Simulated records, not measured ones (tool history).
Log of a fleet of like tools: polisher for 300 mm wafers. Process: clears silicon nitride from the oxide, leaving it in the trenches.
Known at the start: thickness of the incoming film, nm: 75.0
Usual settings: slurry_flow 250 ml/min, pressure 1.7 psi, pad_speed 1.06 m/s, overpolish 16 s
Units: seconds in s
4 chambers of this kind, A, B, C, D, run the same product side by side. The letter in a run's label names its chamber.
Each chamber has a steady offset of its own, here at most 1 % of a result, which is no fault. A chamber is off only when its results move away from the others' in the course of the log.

run	day	slurry_flow	pressure	pad_speed	overpolish	seconds
1B	0.204	250	1.7	1.06	16	108.31
# day 0.308: chamber C: worn pad replaced by a new one
2A	0.517	250	1.7	1.06	16	105.37
3C	0.875	250	1.7	1.06	16	104.47
# day 1.15: chamber C: head pressure recalibrated
4D	1.279	250	1.7	1.06	16	104.86
5B	1.542	250	1.7	1.06	16	108.81
# day 1.646: chamber D: worn pad replaced by a new one
# day 1.962: chamber B: slurry nozzle cleaned
6A	1.983	250	1.7	1.06	16	107
7C	2.421	250	1.7	1.06	16	106.65
8D	2.742	250	1.7	1.06	16	106.83
# day 2.946: chamber B: worn pad replaced by a new one
9C	2.975	250	1.7	1.06	16	102.59
10A	3.225	250	2.1	1.06	10	86.374
11B	3.433	250	2.1	1.06	10	86.073
12D	3.7	250	2.1	1.06	10	85.896
13A	3.929	250	2.1	1.06	10	87.927
14D	4.2	250	2	1.06	9	89.351
15C	4.4	250	2	1.06	9	89.463
# day 4.512: chamber D: worn pad replaced by a new one
16B	4.604	250	2	1.06	9	89.836
# day 4.783: chamber C: worn pad replaced by a new one
17D	5.054	250	2	1.06	9	91.796
18C	5.404	250	1.7	1.06	16	107.55
19A	5.658	250	1.7	1.06	16	112.69
20B	5.929	250	1.7	1.06	16	104.37
21D	6.162	250	1.7	1.06	16	104.93
# day 6.579: chamber B: worn pad replaced by a new one
22A	6.6	250	1.7	1.06	16	113.13
23B	6.838	250	1.7	1.06	16	105.59
24C	7.171	250	1.7	1.06	16	103.58
25C	7.367	250	1.7	1.06	16	106.87
26A	7.6	250	1.7	1.06	16	115.6
# day 7.725: chamber D: worn pad replaced by a new one
27D	8.004	250	1.7	1.06	16	107.01
28B	8.258	250	1.7	1.06	16	107.4
29A	8.533	250	1.7	1.06	16	114.8
30D	8.75	250	1.7	1.06	16	106.56
31C	9.108	250	1.7	1.06	16	105.19
32B	9.408	250	1.7	1.06	16	107.06

What goes on in this fleet: one chamber off, a drifting gauge, or nothing beyond the chambers' own small offsets? Name the chamber and the cause, if any.

Chamber A drifts away from the others.
Cause: removal rate lost through wear of the pad, % = 10.4.
The log may not tell that from: head's pressure below its setpoint, %.

Here are 4 candidates for chamber A's next run, each the usual settings with a change, their results left as question marks. Which one brings its results back in line with what the others give on the usual settings?
In line means no further than this from the other chambers' mean on the usual settings: seconds 4.6 s
33A-1	9.729	245	1.7	0.94	16	?
33A-2	9.729	250	1.7	1.08	16	?
33A-3	9.729	250	1.8	1.12	16	?
33A-4	9.729	250	1.7	1.04	16	?

The other chambers' mean on the usual settings: seconds 106.22 s
run	seconds
33A-1	132.8
33A-2	115.49
33A-3	105.3
33A-4	119.88
33A-3 brings the chamber back in line.

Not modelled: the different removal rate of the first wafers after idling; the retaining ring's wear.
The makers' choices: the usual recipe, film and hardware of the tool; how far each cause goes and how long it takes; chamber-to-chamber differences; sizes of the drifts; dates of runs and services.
